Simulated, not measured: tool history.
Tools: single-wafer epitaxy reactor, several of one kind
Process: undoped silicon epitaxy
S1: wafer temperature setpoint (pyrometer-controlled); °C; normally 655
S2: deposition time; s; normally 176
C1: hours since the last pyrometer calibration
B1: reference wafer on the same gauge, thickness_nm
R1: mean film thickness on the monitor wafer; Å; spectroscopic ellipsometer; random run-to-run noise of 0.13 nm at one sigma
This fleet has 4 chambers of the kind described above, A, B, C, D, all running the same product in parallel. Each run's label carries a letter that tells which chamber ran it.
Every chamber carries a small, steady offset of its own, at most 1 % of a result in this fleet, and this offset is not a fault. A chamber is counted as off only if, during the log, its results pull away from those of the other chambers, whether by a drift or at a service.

run 1D hour=2.4 | S1=655 S2=176 | C1=2008.8 | B1=34.508 | R1=327.9
run 2C hour=6.4 | S1=655 S2=176 | C1=640.3 | B1=34.501 | R1=328.64
run 3A hour=11.2 | S1=655 S2=176 | C1=1262.4 | B1=34.502 | R1=329.28
run 4B hour=13.4 | S1=655 S2=176 | C1=1514.2 | B1=34.491 | R1=326.57
run 5D hour=17.1 | S1=655 S2=176 | C1=2023.5 | B1=34.461 | R1=328.5
run 6A hour=19.7 | S1=655 S2=176 | C1=1270.9 | B1=34.503 | R1=331.36
run 7B hour=22.2 | S1=655 S2=176 | C1=1523 | B1=34.503 | R1=327.32
run 8C hour=26.3 | S1=655 S2=176 | C1=660.2 | B1=34.519 | R1=327.47
run 9B hour=29.6 | S1=655 S2=199 | C1=1530.4 | B1=34.496 | R1=371.53
run 10A hour=34.4 | S1=655 S2=199 | C1=1285.6 | B1=34.515 | R1=372.44
run 11C hour=39.3 | S1=655 S2=199 | C1=673.2 | B1=34.503 | R1=368.17
run 12D hour=44.4 | S1=655 S2=199 | C1=2050.8 | B1=34.487 | R1=372.39
run 13C hour=49.3 | S1=655 S2=176 | C1=683.2 | B1=34.475 | R1=325.19
run 14B hour=51.6 | S1=655 S2=176 | C1=1552.4 | B1=34.527 | R1=327.36
run 15D hour=54.9 | S1=655 S2=176 | C1=2061.3 | B1=34.465 | R1=327.28
run 16A hour=57.4 | S1=655 S2=176 | C1=1308.6 | B1=34.521 | R1=331.43
run 17A hour=60.6 | S1=655 S2=176 | C1=1311.8 | B1=34.499 | R1=330.76
run 18D hour=63.6 | S1=655 S2=176 | C1=2070 | B1=34.512 | R1=327.4
run 19B hour=66 | S1=655 S2=176 | C1=1566.8 | B1=34.504 | R1=329.34
run 20C hour=70.8 | S1=655 S2=176 | C1=704.7 | B1=34.484 | R1=325.88
run 21A hour=74.2 | S1=661 S2=176 | C1=1325.4 | B1=34.487 | R1=373.44
run 22D hour=76.5 | S1=661 S2=176 | C1=2082.9 | B1=34.504 | R1=374.33
run 23B hour=80.2 | S1=661 S2=176 | C1=1581 | B1=34.535 | R1=374.76
run 24C hour=85 | S1=661 S2=176 | C1=718.9 | B1=34.514 | R1=365.43
run 25A hour=88.3 | S1=655 S2=176 | C1=1339.5 | B1=34.482 | R1=329.2
run 26B hour=91.2 | S1=655 S2=176 | C1=1592 | B1=34.503 | R1=330.26
run 27D hour=95.6 | S1=655 S2=176 | C1=2102 | B1=34.527 | R1=329.52
run 28C hour=99.5 | S1=645 S2=193 | C1=733.4 | B1=34.513 | R1=284.97
run 29A hour=101.9 | S1=645 S2=193 | C1=1353.1 | B1=34.481 | R1=291.51
run 30D hour=104.8 | S1=645 S2=193 | C1=2111.2 | B1=34.475 | R1=290.59
run 31B hour=109.3 | S1=645 S2=193 | C1=1610.1 | B1=34.505 | R1=291.97
run 32C hour=112 | S1=655 S2=176 | C1=745.9 | B1=34.477 | R1=317.94
run 33C hour=115.7 | S1=655 S2=176 | C1=749.6 | B1=34.476 | R1=320.13
run 34D hour=118.4 | S1=655 S2=176 | C1=2124.8 | B1=34.522 | R1=329.4
run 35A hour=123.3 | S1=655 S2=176 | C1=1374.5 | B1=34.506 | R1=329.15
run 36B hour=127.2 | S1=642 S2=204 | C1=1628 | B1=34.506 | R1=285.76
run 37A hour=132.1 | S1=642 S2=204 | C1=1383.3 | B1=34.482 | R1=288.71
run 38D hour=136.1 | S1=642 S2=204 | C1=2142.5 | B1=34.484 | R1=288.9
run 39B hour=138.6 | S1=642 S2=204 | C1=1639.4 | B1=34.492 | R1=284.24
run 40C hour=141.6 | S1=655 S2=176 | C1=775.5 | B1=34.471 | R1=316.83
run 41B hour=145.7 | S1=660 S2=154 | C1=1646.5 | B1=34.532 | R1=319.77
run 42A hour=150.2 | S1=660 S2=154 | C1=1401.4 | B1=34.464 | R1=320.13
run 43C hour=154.1 | S1=660 S2=154 | C1=788 | B1=34.485 | R1=308.11

All chambers now run identical settings, listed one chamber a line with results as question marks. What results will each chamber show?
run 44A hour=157.7 | S1=669 S2=176 | R1=?
run 44B hour=157.7 | S1=669 S2=176 | R1=?
run 44C hour=157.7 | S1=669 S2=176 | R1=?
run 44D hour=157.7 | S1=669 S2=176 | R1=?

run=44A R1=439.48
run=44B R1=441.35
run=44C R1=427.74
run=44D R1=442.02
